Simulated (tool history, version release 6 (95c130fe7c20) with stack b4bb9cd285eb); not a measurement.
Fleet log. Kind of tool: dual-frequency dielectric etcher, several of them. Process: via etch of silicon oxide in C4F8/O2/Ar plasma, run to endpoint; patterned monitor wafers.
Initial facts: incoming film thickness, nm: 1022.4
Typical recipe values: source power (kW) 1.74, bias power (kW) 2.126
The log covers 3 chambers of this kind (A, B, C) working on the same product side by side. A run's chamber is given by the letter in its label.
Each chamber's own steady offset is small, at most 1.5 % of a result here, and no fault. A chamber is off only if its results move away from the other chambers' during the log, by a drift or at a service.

Run 1C, hour 4: usual settings. Result: endpoint time (s) 212.43.
Run 2A, hour 9: usual settings. Result: endpoint time (s) 211.78.
Run 3B, hour 15.9: usual settings. Result: endpoint time (s) 210.46.
Run 4B, hour 21.3: usual settings. Result: endpoint time (s) 211.45.
Run 5A, hour 28.3: usual settings. Result: endpoint time (s) 211.69.
At hour 29.4: chamber C: wet clean of the chamber.
Run 6C, hour 32.6: usual settings. Result: endpoint time (s) 210.17.
Run 7B, hour 37.1: usual settings. Result: endpoint time (s) 213.04.
Run 8C, hour 41.8: usual settings. Result: endpoint time (s) 211.65.
Run 9A, hour 47.4: usual settings. Result: endpoint time (s) 208.25.
Run 10B, hour 54.3: usual settings. Result: endpoint time (s) 211.21.
Run 11C, hour 58.7: usual settings. Result: endpoint time (s) 211.81.
Run 12A, hour 62.9: usual settings. Result: endpoint time (s) 209.74.
Run 13A, hour 69.8: usual settings. Result: endpoint time (s) 207.7.
Run 14B, hour 73.1: usual settings but source power (kW) 2.05, bias power (kW) 1.686. Result: endpoint time (s) 212.91.
Run 15C, hour 76.8: usual settings but source power (kW) 2.05, bias power (kW) 1.686. Result: endpoint time (s) 213.78.
Run 16A, hour 80.5: usual settings but source power (kW) 2.05, bias power (kW) 1.686. Result: endpoint time (s) 206.44.
Run 17C, hour 84.9: usual settings. Result: endpoint time (s) 212.42.
Run 18B, hour 91.9: usual settings. Result: endpoint time (s) 210.98.
Run 19A, hour 96.5: usual settings. Result: endpoint time (s) 200.77.
Run 20B, hour 100.7: usual settings. Result: endpoint time (s) 210.44.
Run 21C, hour 106.3: usual settings. Result: endpoint time (s) 211.8.

Next, all 3 chambers run the settings below, one line each with question marks for the results. What does each chamber give?
Run 22A, hour 111.4: usual settings but source power (kW) 2.14. Result: endpoint time (s) ?.
Run 22B, hour 111.4: usual settings but source power (kW) 2.14. Result: endpoint time (s) ?.
Run 22C, hour 111.4: usual settings but source power (kW) 2.14. Result: endpoint time (s) ?.

run  endpoint time (s)
22A             187.26
22B             197.33
22C             195.29
